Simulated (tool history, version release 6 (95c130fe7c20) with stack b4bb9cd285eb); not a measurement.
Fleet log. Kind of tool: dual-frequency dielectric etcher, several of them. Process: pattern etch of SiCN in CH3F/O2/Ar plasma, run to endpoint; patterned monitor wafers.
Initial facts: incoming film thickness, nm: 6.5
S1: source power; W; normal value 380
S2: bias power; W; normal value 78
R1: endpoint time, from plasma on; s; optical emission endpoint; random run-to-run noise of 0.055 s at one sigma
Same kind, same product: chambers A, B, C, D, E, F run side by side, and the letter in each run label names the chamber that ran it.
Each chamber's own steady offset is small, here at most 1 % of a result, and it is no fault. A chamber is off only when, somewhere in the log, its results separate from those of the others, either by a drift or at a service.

run	hour	S1	S2	R1
1B	10.3	380	78	17.348
2F	17.7	380	78	17.295
3A	26.7	380	78	16.960
4E	33.0	380	78	17.079
5D	43.3	380	78	17.250
6C	55.6	380	78	17.058
7C	65.7	380	78	17.083
8E	78.1	380	78	17.052
9A	84.7	380	78	16.985
10B	95.6	380	78	17.258
11F	102.3	380	78	17.128
12D	113.8	380	78	17.210
13E	123.7	380	78	16.999
14D	129.3	380	78	17.225
15A	135.8	380	78	17.081
16F	141.2	380	78	17.197
17B	147.1	380	78	17.303
18C	157.2	380	78	16.993
19B	166.8	380	78	17.303
20C	175.4	380	78	17.149
21E	180.8	380	78	17.059
22D	191.9	380	78	17.213
23A	201.5	380	78	17.133
24F	208.7	380	78	17.228
25F	214.7	380	78	17.185
# hour 221.5: chamber F: bias power generator calibrated
26B	226.4	380	78	17.228
27C	232.0	380	78	17.057
28D	243.0	330	95	16.754
# hour 245.9: chamber F: wet clean of the chamber
29A	251.5	330	95	16.708
30E	258.6	330	95	16.657
31D	265.9	330	95	16.923
32B	275.6	330	95	17.022
33A	285.0	330	95	16.659
34E	290.8	380	78	17.005
35F	297.5	380	78	17.330
36C	305.4	380	78	17.107
37B	313.3	380	78	17.337
38E	321.9	380	78	17.003

Does one chamber stand apart from the rest, does the shared gauge drift, or is all well apart from small per-chamber offsets? Give the chamber and the most likely cause, where there is one.

The fleet is healthy, with each chamber sitting at its usual small offset and no drift in the gauge.
